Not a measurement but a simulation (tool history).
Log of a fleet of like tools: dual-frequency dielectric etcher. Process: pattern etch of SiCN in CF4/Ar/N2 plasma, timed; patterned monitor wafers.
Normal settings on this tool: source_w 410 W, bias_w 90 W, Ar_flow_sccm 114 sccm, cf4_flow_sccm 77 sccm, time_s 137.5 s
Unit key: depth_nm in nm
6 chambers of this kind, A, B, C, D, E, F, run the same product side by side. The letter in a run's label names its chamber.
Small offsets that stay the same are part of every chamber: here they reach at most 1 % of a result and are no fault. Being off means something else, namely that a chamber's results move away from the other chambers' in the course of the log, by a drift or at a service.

| run | hour | source_w | bias_w | Ar_flow_sccm | cf4_flow_sccm | time_s | read-back reference wafer on the same gauge, depth_nm | depth_nm |
|---|---|---|---|---|---|---|---|---|
| 1D | 9.2 | 410 | 90 | 114 | 77 | 137.5 | 96.971 | 118.56 |
| 2C | 17.3 | 410 | 90 | 114 | 77 | 137.5 | 96.932 | 117.98 |
| 3B | 22.7 | 410 | 90 | 114 | 77 | 137.5 | 96.972 | 116.06 |
| 4E | 34.7 | 410 | 90 | 114 | 77 | 137.5 | 96.915 | 117.97 |
| 5A | 41.0 | 410 | 90 | 114 | 77 | 137.5 | 96.929 | 117.24 |
| 6F | 50.4 | 410 | 90 | 114 | 77 | 137.5 | 96.893 | 117.93 |
| 7B | 56.3 | 410 | 90 | 114 | 77 | 137.5 | 96.884 | 116.54 |
| 8A | 67.5 | 410 | 90 | 114 | 77 | 137.5 | 96.870 | 117.22 |
| 9E | 77.4 | 410 | 90 | 114 | 77 | 155.0 | 96.869 | 132.70 |
|  | 79.2 | chamber B: wet clean of the chamber |
| 10D | 83.8 | 410 | 90 | 114 | 77 | 155.0 | 96.886 | 133.59 |
|  | 93.9 | chamber A: wet clean of the chamber |
| 11C | 94.1 | 410 | 90 | 114 | 77 | 155.0 | 96.823 | 132.66 |
| 12F | 105.8 | 410 | 90 | 114 | 77 | 155.0 | 96.822 | 133.16 |
| 13F | 114.6 | 410 | 90 | 114 | 77 | 155.0 | 96.808 | 132.62 |
| 14A | 120.2 | 410 | 90 | 114 | 77 | 155.0 | 96.736 | 132.02 |
| 15E | 126.0 | 410 | 90 | 114 | 77 | 137.5 | 96.807 | 117.46 |
| 16C | 138.1 | 410 | 90 | 114 | 77 | 137.5 | 96.760 | 117.59 |
| 17B | 148.5 | 410 | 90 | 114 | 77 | 137.5 | 96.755 | 116.29 |
| 18D | 156.8 | 410 | 90 | 114 | 77 | 137.5 | 96.728 | 117.88 |
|  | 163.1 | chamber B: CF4 flow controller replaced |
| 19B | 165.9 | 410 | 90 | 114 | 77 | 137.5 | 96.687 | 115.64 |
| 20D | 176.0 | 410 | 90 | 114 | 77 | 137.5 | 96.687 | 117.95 |
| 21F | 182.4 | 410 | 90 | 114 | 77 | 137.5 | 96.633 | 117.79 |
| 22E | 188.0 | 410 | 90 | 114 | 77 | 137.5 | 96.676 | 117.48 |
|  | 192.8 | chamber E: wet clean of the chamber |
| 23A | 194.8 | 410 | 90 | 114 | 77 | 137.5 | 96.652 | 116.79 |
| 24C | 206.4 | 410 | 90 | 114 | 77 | 137.5 | 96.639 | 117.85 |
|  | 207.9 | chamber C: wet clean of the chamber |
| 25C | 214.8 | 410 | 90 | 114 | 77 | 137.5 | 96.652 | 117.86 |
| 26D | 223.4 | 410 | 90 | 114 | 77 | 137.5 | 96.618 | 117.76 |
| 27A | 229.8 | 410 | 90 | 114 | 77 | 137.5 | 96.628 | 116.63 |
|  | 230.0 | chamber B: Ar flow controller replaced |
| 28B | 241.5 | 410 | 90 | 114 | 77 | 137.5 | 96.557 | 115.93 |
| 29E | 249.3 | 410 | 90 | 114 | 77 | 137.5 | 96.562 | 117.10 |
| 30F | 256.5 | 410 | 90 | 114 | 77 | 137.5 | 96.512 | 117.85 |
| 31E | 264.6 | 410 | 90 | 114 | 77 | 137.5 | 96.539 | 117.62 |
| 32B | 272.8 | 350 | 90 | 97 | 77 | 137.5 | 96.518 | 102.88 |
| 33F | 278.8 | 350 | 90 | 97 | 77 | 137.5 | 96.535 | 105.18 |
| 34A | 285.6 | 350 | 90 | 97 | 77 | 137.5 | 96.526 | 103.97 |
|  | 286.2 | chamber D: wet clean of the chamber |
| 35C | 292.8 | 350 | 90 | 97 | 77 | 137.5 | 96.469 | 105.08 |
| 36D | 298.6 | 350 | 90 | 97 | 77 | 137.5 | 96.435 | 104.52 |
|  | 305.5 | chamber F: wet clean of the chamber |
| 37A | 305.7 | 350 | 90 | 97 | 77 | 137.5 | 96.476 | 104.16 |
| 38B | 316.0 | 410 | 90 | 114 | 77 | 137.5 | 96.407 | 115.92 |
| 39E | 327.2 | 410 | 90 | 114 | 77 | 137.5 | 96.426 | 117.04 |
| 40D | 335.8 | 410 | 90 | 114 | 77 | 137.5 | 96.378 | 117.61 |
| 41F | 343.4 | 410 | 90 | 114 | 77 | 137.5 | 96.355 | 117.39 |
| 42C | 351.5 | 410 | 90 | 114 | 77 | 137.5 | 96.337 | 117.48 |

The same settings go to every chamber for the next run, one line per chamber below. Forecast the results for each:
| 43A | 360.3 | 410 | 90 | 114 | 77 | 137.5 |  | ? |
| 43B | 360.3 | 410 | 90 | 114 | 77 | 137.5 |  | ? |
| 43C | 360.3 | 410 | 90 | 114 | 77 | 137.5 |  | ? |
| 43D | 360.3 | 410 | 90 | 114 | 77 | 137.5 |  | ? |
| 43E | 360.3 | 410 | 90 | 114 | 77 | 137.5 |  | ? |
| 43F | 360.3 | 410 | 90 | 114 | 77 | 137.5 |  | ? |

| run | depth_nm |
|---|---|
| 43A | 116.31 |
| 43B | 115.47 |
| 43C | 117.10 |
| 43D | 117.63 |
| 43E | 117.03 |
| 43F | 117.30 |

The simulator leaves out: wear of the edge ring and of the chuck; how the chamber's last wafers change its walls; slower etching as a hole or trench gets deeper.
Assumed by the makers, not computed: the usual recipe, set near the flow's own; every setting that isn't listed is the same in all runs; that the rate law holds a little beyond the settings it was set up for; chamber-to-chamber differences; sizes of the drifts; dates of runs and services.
